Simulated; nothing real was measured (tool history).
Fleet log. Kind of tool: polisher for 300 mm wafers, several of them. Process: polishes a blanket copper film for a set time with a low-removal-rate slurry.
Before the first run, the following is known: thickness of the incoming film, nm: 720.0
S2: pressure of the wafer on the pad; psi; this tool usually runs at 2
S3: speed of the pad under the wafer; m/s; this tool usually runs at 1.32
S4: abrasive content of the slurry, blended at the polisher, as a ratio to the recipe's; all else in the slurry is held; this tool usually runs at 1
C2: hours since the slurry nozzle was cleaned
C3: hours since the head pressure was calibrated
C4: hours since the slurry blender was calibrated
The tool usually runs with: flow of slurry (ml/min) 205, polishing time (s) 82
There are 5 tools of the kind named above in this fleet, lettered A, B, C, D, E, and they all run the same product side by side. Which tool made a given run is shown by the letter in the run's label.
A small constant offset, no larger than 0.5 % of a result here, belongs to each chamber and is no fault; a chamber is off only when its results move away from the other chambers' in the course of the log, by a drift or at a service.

{"run": "1B", "day": 0.158, "flow of slurry (ml/min)": 205, "S2": 2, "S3": 1.32, "S4": 1, "polishing time (s)": 82, "wafers polished on this pad": 120, "C2": 181.1, "C3": 389.6, "C4": 37.9, "film removed (angstrom)": 2529}
{"day": 0.204, "done": "chamber A: slurry blender recalibrated"}
{"run": "2D", "day": 0.342, "flow of slurry (ml/min)": 205, "S2": 2, "S3": 1.32, "S4": 1, "polishing time (s)": 82, "wafers polished on this pad": 587, "C2": 539.9, "C3": 533.9, "C4": 250, "film removed (angstrom)": 2513.7}
{"day": 0.388, "done": "chamber A: slurry nozzle cleaned"}
{"run": "3A", "day": 0.567, "flow of slurry (ml/min)": 205, "S2": 2, "S3": 1.32, "S4": 1, "polishing time (s)": 82, "wafers polished on this pad": 808, "C2": 4.3, "C3": 761.4, "C4": 8.7, "film removed (angstrom)": 2496.2}
{"run": "4E", "day": 0.746, "flow of slurry (ml/min)": 205, "S2": 2, "S3": 1.32, "S4": 1, "polishing time (s)": 82, "wafers polished on this pad": 172, "C2": 633.8, "C3": 324.8, "C4": 120.7, "film removed (angstrom)": 2513.4}
{"run": "5C", "day": 0.875, "flow of slurry (ml/min)": 205, "S2": 2, "S3": 1.32, "S4": 1, "polishing time (s)": 82, "wafers polished on this pad": 626, "C2": 26.1, "C3": 296.1, "C4": 163.3, "film removed (angstrom)": 2537.8}
{"run": "6D", "day": 0.988, "flow of slurry (ml/min)": 205, "S2": 2, "S3": 1.32, "S4": 1, "polishing time (s)": 82, "wafers polished on this pad": 683, "C2": 555.4, "C3": 549.4, "C4": 265.5, "film removed (angstrom)": 2507}
{"run": "7C", "day": 1.112, "flow of slurry (ml/min)": 205, "S2": 2, "S3": 1.32, "S4": 1, "polishing time (s)": 82, "wafers polished on this pad": 661, "C2": 31.8, "C3": 301.8, "C4": 169, "film removed (angstrom)": 2499.2}
{"run": "8B", "day": 1.25, "flow of slurry (ml/min)": 205, "S2": 2, "S3": 1.32, "S4": 1, "polishing time (s)": 82, "wafers polished on this pad": 282, "C2": 207.3, "C3": 415.8, "C4": 64.1, "film removed (angstrom)": 2500.6}
{"run": "9A", "day": 1.35, "flow of slurry (ml/min)": 205, "S2": 2, "S3": 1.32, "S4": 1, "polishing time (s)": 82, "wafers polished on this pad": 924, "C2": 23.1, "C3": 780.2, "C4": 27.5, "film removed (angstrom)": 2534.7}
{"run": "10E", "day": 1.558, "flow of slurry (ml/min)": 205, "S2": 2, "S3": 1.32, "S4": 1, "polishing time (s)": 82, "wafers polished on this pad": 293, "C2": 653.3, "C3": 344.3, "C4": 140.2, "film removed (angstrom)": 2523.8}
{"run": "11E", "day": 1.725, "flow of slurry (ml/min)": 205, "S2": 2, "S3": 1.32, "S4": 1, "polishing time (s)": 82, "wafers polished on this pad": 317, "C2": 657.3, "C3": 348.3, "C4": 144.2, "film removed (angstrom)": 2523.9}
{"day": 1.854, "done": "chamber A: worn pad replaced by a new one"}
{"run": "12A", "day": 1.933, "flow of slurry (ml/min)": 205, "S2": 2, "S3": 1.32, "S4": 1, "polishing time (s)": 82, "wafers polished on this pad": 12, "C2": 37.1, "C3": 794.2, "C4": 41.5, "film removed (angstrom)": 2495.3}
{"run": "13D", "day": 2.042, "flow of slurry (ml/min)": 205, "S2": 2, "S3": 1.32, "S4": 1, "polishing time (s)": 66, "wafers polished on this pad": 840, "C2": 580.7, "C3": 574.7, "C4": 290.8, "film removed (angstrom)": 2010.1}
{"run": "14B", "day": 2.15, "flow of slurry (ml/min)": 205, "S2": 2, "S3": 1.32, "S4": 1, "polishing time (s)": 66, "wafers polished on this pad": 416, "C2": 228.9, "C3": 437.4, "C4": 85.7, "film removed (angstrom)": 2024.8}
{"run": "15C", "day": 2.308, "flow of slurry (ml/min)": 205, "S2": 2, "S3": 1.32, "S4": 1, "polishing time (s)": 66, "wafers polished on this pad": 839, "C2": 60.5, "C3": 330.5, "C4": 197.7, "film removed (angstrom)": 2021.6}
{"run": "16A", "day": 2.467, "flow of slurry (ml/min)": 205, "S2": 2, "S3": 1.32, "S4": 1, "polishing time (s)": 66, "wafers polished on this pad": 91, "C2": 49.9, "C3": 807, "C4": 54.3, "film removed (angstrom)": 2013.5}
{"run": "17E", "day": 2.633, "flow of slurry (ml/min)": 205, "S2": 2, "S3": 1.32, "S4": 1, "polishing time (s)": 66, "wafers polished on this pad": 453, "C2": 679.1, "C3": 370.1, "C4": 166, "film removed (angstrom)": 2033.3}
{"day": 2.675, "done": "chamber C: worn pad replaced by a new one"}
{"run": "18D", "day": 2.85, "flow of slurry (ml/min)": 205, "S2": 2, "S3": 1.32, "S4": 1, "polishing time (s)": 82, "wafers polished on this pad": 961, "C2": 600.1, "C3": 594.1, "C4": 310.2, "film removed (angstrom)": 2492.6}
{"run": "19B", "day": 3.071, "flow of slurry (ml/min)": 205, "S2": 2, "S3": 1.32, "S4": 1, "polishing time (s)": 82, "wafers polished on this pad": 553, "C2": 251, "C3": 459.5, "C4": 107.8, "film removed (angstrom)": 2514.4}
{"run": "20C", "day": 3.217, "flow of slurry (ml/min)": 205, "S2": 2, "S3": 1.32, "S4": 1, "polishing time (s)": 82, "wafers polished on this pad": 81, "C2": 82.3, "C3": 352.3, "C4": 219.5, "film removed (angstrom)": 2487.3}
{"run": "21C", "day": 3.438, "flow of slurry (ml/min)": 205, "S2": 2, "S3": 1.32, "S4": 1, "polishing time (s)": 82, "wafers polished on this pad": 113, "C2": 87.6, "C3": 357.6, "C4": 224.8, "film removed (angstrom)": 2515.5}
{"day": 3.483, "done": "chamber C: head pressure recalibrated"}
{"run": "22E", "day": 3.642, "flow of slurry (ml/min)": 230, "S2": 2, "S3": 1.18, "S4": 1, "polishing time (s)": 82, "wafers polished on this pad": 603, "C2": 703.3, "C3": 394.3, "C4": 190.2, "film removed (angstrom)": 2265.2}
{"day": 3.742, "done": "chamber D: head pressure recalibrated"}
{"run": "23D", "day": 3.833, "flow of slurry (ml/min)": 230, "S2": 2, "S3": 1.18, "S4": 1, "polishing time (s)": 82, "wafers polished on this pad": 1107, "C2": 623.7, "C3": 2.3, "C4": 333.8, "film removed (angstrom)": 2085.2}
{"run": "24A", "day": 3.983, "flow of slurry (ml/min)": 230, "S2": 2, "S3": 1.18, "S4": 1, "polishing time (s)": 82, "wafers polished on this pad": 317, "C2": 86.3, "C3": 843.4, "C4": 90.7, "film removed (angstrom)": 2272.4}
{"day": 4.108, "done": "chamber B: worn pad replaced by a new one"}
{"run": "25B", "day": 4.162, "flow of slurry (ml/min)": 230, "S2": 2, "S3": 1.18, "S4": 1, "polishing time (s)": 82, "wafers polished on this pad": 8, "C2": 277.2, "C3": 485.7, "C4": 134, "film removed (angstrom)": 2258.3}
{"run": "26E", "day": 4.271, "flow of slurry (ml/min)": 230, "S2": 2, "S3": 1.18, "S4": 1, "polishing time (s)": 82, "wafers polished on this pad": 696, "C2": 718.4, "C3": 409.4, "C4": 205.3, "film removed (angstrom)": 2257.4}
{"run": "27B", "day": 4.492, "flow of slurry (ml/min)": 205, "S2": 2, "S3": 1.32, "S4": 1, "polishing time (s)": 82, "wafers polished on this pad": 57, "C2": 285.1, "C3": 493.6, "C4": 141.9, "film removed (angstrom)": 2501.3}
{"day": 4.504, "done": "chamber E: worn pad replaced by a new one"}
{"run": "28A", "day": 4.629, "flow of slurry (ml/min)": 205, "S2": 2, "S3": 1.32, "S4": 1, "polishing time (s)": 82, "wafers polished on this pad": 413, "C2": 101.8, "C3": 858.9, "C4": 106.2, "film removed (angstrom)": 2518.1}
{"day": 4.7, "done": "chamber D: worn pad replaced by a new one"}
{"run": "29D", "day": 4.758, "flow of slurry (ml/min)": 205, "S2": 2, "S3": 1.32, "S4": 1, "polishing time (s)": 82, "wafers polished on this pad": 9, "C2": 645.9, "C3": 24.5, "C4": 356, "film removed (angstrom)": 2247.2}
{"run": "30C", "day": 4.854, "flow of slurry (ml/min)": 205, "S2": 2, "S3": 1.32, "S4": 1, "polishing time (s)": 82, "wafers polished on this pad": 324, "C2": 121.6, "C3": 32.9, "C4": 258.8, "film removed (angstrom)": 2504.5}
{"run": "31A", "day": 4.971, "flow of slurry (ml/min)": 205, "S2": 2, "S3": 1.32, "S4": 1, "polishing time (s)": 82, "wafers polished on this pad": 464, "C2": 110, "C3": 867.1, "C4": 114.4, "film removed (angstrom)": 2533.3}
{"run": "32D", "day": 5.1, "flow of slurry (ml/min)": 205, "S2": 2, "S3": 1.32, "S4": 1, "polishing time (s)": 82, "wafers polished on this pad": 60, "C2": 654.1, "C3": 32.7, "C4": 364.2, "film removed (angstrom)": 2287.1}
{"run": "33C", "day": 5.317, "flow of slurry (ml/min)": 205, "S2": 2, "S3": 1.32, "S4": 1, "polishing time (s)": 82, "wafers polished on this pad": 393, "C2": 132.7, "C3": 44, "C4": 269.9, "film removed (angstrom)": 2498.2}
{"day": 5.338, "done": "chamber D: slurry blender recalibrated"}
{"run": "34E", "day": 5.538, "flow of slurry (ml/min)": 205, "S2": 2, "S3": 1.32, "S4": 1, "polishing time (s)": 82, "wafers polished on this pad": 153, "C2": 748.8, "C3": 439.8, "C4": 235.7, "film removed (angstrom)": 2487.9}
{"run": "35B", "day": 5.729, "flow of slurry (ml/min)": 205, "S2": 2, "S3": 1.32, "S4": 0.8, "polishing time (s)": 82, "wafers polished on this pad": 241, "C2": 314.8, "C3": 523.3, "C4": 171.6, "film removed (angstrom)": 2382.9}
{"run": "36C", "day": 5.946, "flow of slurry (ml/min)": 205, "S2": 2, "S3": 1.32, "S4": 0.8, "polishing time (s)": 82, "wafers polished on this pad": 487, "C2": 147.8, "C3": 59.1, "C4": 285, "film removed (angstrom)": 2403.7}
{"day": 6.108, "done": "chamber B: slurry blender recalibrated"}
{"run": "37D", "day": 6.121, "flow of slurry (ml/min)": 205, "S2": 2, "S3": 1.32, "S4": 0.8, "polishing time (s)": 82, "wafers polished on this pad": 212, "C2": 678.6, "C3": 57.2, "C4": 18.8, "film removed (angstrom)": 2172.5}
{"run": "38B", "day": 6.25, "flow of slurry (ml/min)": 205, "S2": 2, "S3": 1.32, "S4": 0.8, "polishing time (s)": 82, "wafers polished on this pad": 319, "C2": 327.3, "C3": 535.8, "C4": 3.4, "film removed (angstrom)": 2401.9}
{"run": "39E", "day": 6.4, "flow of slurry (ml/min)": 205, "S2": 2, "S3": 1.32, "S4": 0.8, "polishing time (s)": 82, "wafers polished on this pad": 282, "C2": 769.5, "C3": 460.5, "C4": 256.4, "film removed (angstrom)": 2363.6}

Read the log: is a single chamber off, either drifting away or since a service, is the gauge that measures every chamber drifting, or is nothing wrong beyond small per-chamber offsets? Name any odd chamber and what most likely caused it.

Chamber D came out of a service off from its peers and stayed that way.
What lies behind it: head's pressure below its setpoint, % = 8.62.

Which of the 4 candidates below, each the usual settings with something changed and its results left as question marks, puts chamber D back in line with what the other chambers give on the usual settings?
A result is in line if it is within this distance of the other chambers' mean on the usual settings: film removed (angstrom) 60
{"run": "40D-1", "day": 6.558, "flow of slurry (ml/min)": 205, "S2": 2, "S3": 1.32, "S4": 1, "polishing time (s)": 75, "film removed (angstrom)": "?"}
{"run": "40D-2", "day": 6.558, "flow of slurry (ml/min)": 205, "S2": 1.9, "S3": 1.26, "S4": 1, "polishing time (s)": 78, "film removed (angstrom)": "?"}
{"run": "40D-3", "day": 6.558, "flow of slurry (ml/min)": 205, "S2": 2.1, "S3": 1.38, "S4": 1, "polishing time (s)": 86, "film removed (angstrom)": "?"}
{"run": "40D-4", "day": 6.558, "flow of slurry (ml/min)": 205, "S2": 2.1, "S3": 1.32, "S4": 1, "polishing time (s)": 86, "film removed (angstrom)": "?"}

Other chambers, usual settings, mean: film removed (angstrom) 2506.2
run=40D-1 film_removed_(angstrom)=2085.6
run=40D-2 film_removed_(angstrom)=1965.6
run=40D-3 film_removed_(angstrom)=2626.7
run=40D-4 film_removed_(angstrom)=2511.2
With 40D-4, the chamber falls back in line with the rest.

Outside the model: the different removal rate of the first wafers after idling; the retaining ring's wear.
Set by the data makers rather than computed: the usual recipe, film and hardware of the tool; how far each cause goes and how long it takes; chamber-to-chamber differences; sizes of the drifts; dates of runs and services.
